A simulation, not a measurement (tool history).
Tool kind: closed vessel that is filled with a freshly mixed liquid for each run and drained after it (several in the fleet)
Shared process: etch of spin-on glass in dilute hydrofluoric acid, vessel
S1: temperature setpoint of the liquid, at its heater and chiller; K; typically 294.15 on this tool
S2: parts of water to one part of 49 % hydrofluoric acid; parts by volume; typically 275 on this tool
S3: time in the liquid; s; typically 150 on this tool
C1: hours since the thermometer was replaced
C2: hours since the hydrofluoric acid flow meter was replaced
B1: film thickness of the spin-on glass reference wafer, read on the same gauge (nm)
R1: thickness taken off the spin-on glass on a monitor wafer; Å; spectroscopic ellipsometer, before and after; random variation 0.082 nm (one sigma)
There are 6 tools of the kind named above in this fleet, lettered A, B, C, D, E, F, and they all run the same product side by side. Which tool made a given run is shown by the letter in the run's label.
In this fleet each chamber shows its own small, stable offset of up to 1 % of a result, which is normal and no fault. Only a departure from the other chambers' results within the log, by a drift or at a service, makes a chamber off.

run	hour	S1	S2	S3	C1	C2	B1	R1
1B	7.1	294.15	275	150	701.2	801.3	120.01	142.320
2F	17.2	294.15	275	150	1112.1	220.3	119.99	143.570
3C	26.7	294.15	275	150	996.7	1520.0	119.98	140.920
4A	31.4	294.15	275	150	66.5	88.8	120.00	141.280
5E	36.0	294.15	275	150	1898.8	695.0	119.99	142.440
6D	45.2	294.15	275	150	506.6	1842.7	120.00	140.040
7C	55.7	294.15	275	150	1025.7	1549.0	119.96	142.340
8B	64.9	294.15	275	150	759.0	859.1	119.98	141.100
9E	70.3	294.15	275	150	1933.1	729.3	120.01	143.290
10F	75.7	294.15	220	95	1170.6	278.8	119.98	116.760
11D	82.4	294.15	220	95	543.8	1879.9	120.00	115.270
12A	89.3	294.15	220	95	124.4	146.7	120.00	117.700
13C	97.4	294.15	220	95	1067.4	1590.7	119.98	118.160
14F	106.5	294.15	220	95	1201.4	309.6	119.99	118.870
15D	113.5	294.15	220	95	574.9	1911.0	119.99	117.410
16B	118.3	294.15	275	150	812.4	912.5	120.01	142.580
17E	128.6	294.15	275	150	1991.4	787.6	120.02	144.020
18A	135.7	294.15	275	150	170.8	193.1	119.98	141.110
19D	144.4	294.15	275	150	605.8	1941.9	119.99	140.520
20B	149.8	294.15	275	150	843.9	944.0	120.00	143.240
21A	155.7	294.15	275	150	190.8	213.1	120.00	142.460
22E	163.2	294.15	275	150	2026.0	822.2	120.01	143.260
23F	169.9	294.15	275	150	1264.8	373.0	120.00	141.600
24C	174.9	294.15	275	150	1144.9	1668.2	119.99	140.540
25D	181.1	294.15	275	150	642.5	1978.6	120.02	143.240
26F	190.7	294.15	275	150	1285.6	393.8	120.03	142.270
27C	196.7	294.15	275	150	1166.7	1690.0	119.96	140.700
28E	202.1	294.15	275	150	2064.9	861.1	120.00	144.270
29A	210.2	294.15	275	150	245.3	267.6	120.00	140.850
30B	217.9	294.15	275	150	912.0	1012.1	120.03	143.690
31C	223.0	294.15	275	150	1193.0	1716.3	120.01	141.850
32A	230.6	294.15	275	150	265.7	288.0	120.00	143.330
33F	238.3	294.15	275	150	1333.2	441.4	120.01	141.500
34D	247.8	294.15	275	150	709.2	2045.3	120.02	139.440
35E	254.6	294.15	275	150	2117.4	913.6	119.99	146.820
36B	263.5	294.15	275	150	957.6	1057.7	120.00	142.230
37E	271.9	294.15	330	150	2134.7	930.9	120.00	117.740
38A	279.3	294.15	330	150	314.4	336.7	120.02	112.100
39F	287.4	294.15	330	150	1382.3	490.5	120.03	111.290
40C	292.9	294.15	330	150	1262.9	1786.2	119.99	111.610

All chambers now run identical settings, listed one chamber a line with results as question marks. What results will each chamber show?
41A	300.5	294.15	275	95				?
41B	300.5	294.15	275	95				?
41C	300.5	294.15	275	95				?
41D	300.5	294.15	275	95				?
41E	300.5	294.15	275	95				?
41F	300.5	294.15	275	95				?

run	R1
41A	90.454
41B	89.860
41C	90.085
41D	89.452
41E	95.671
41F	89.595
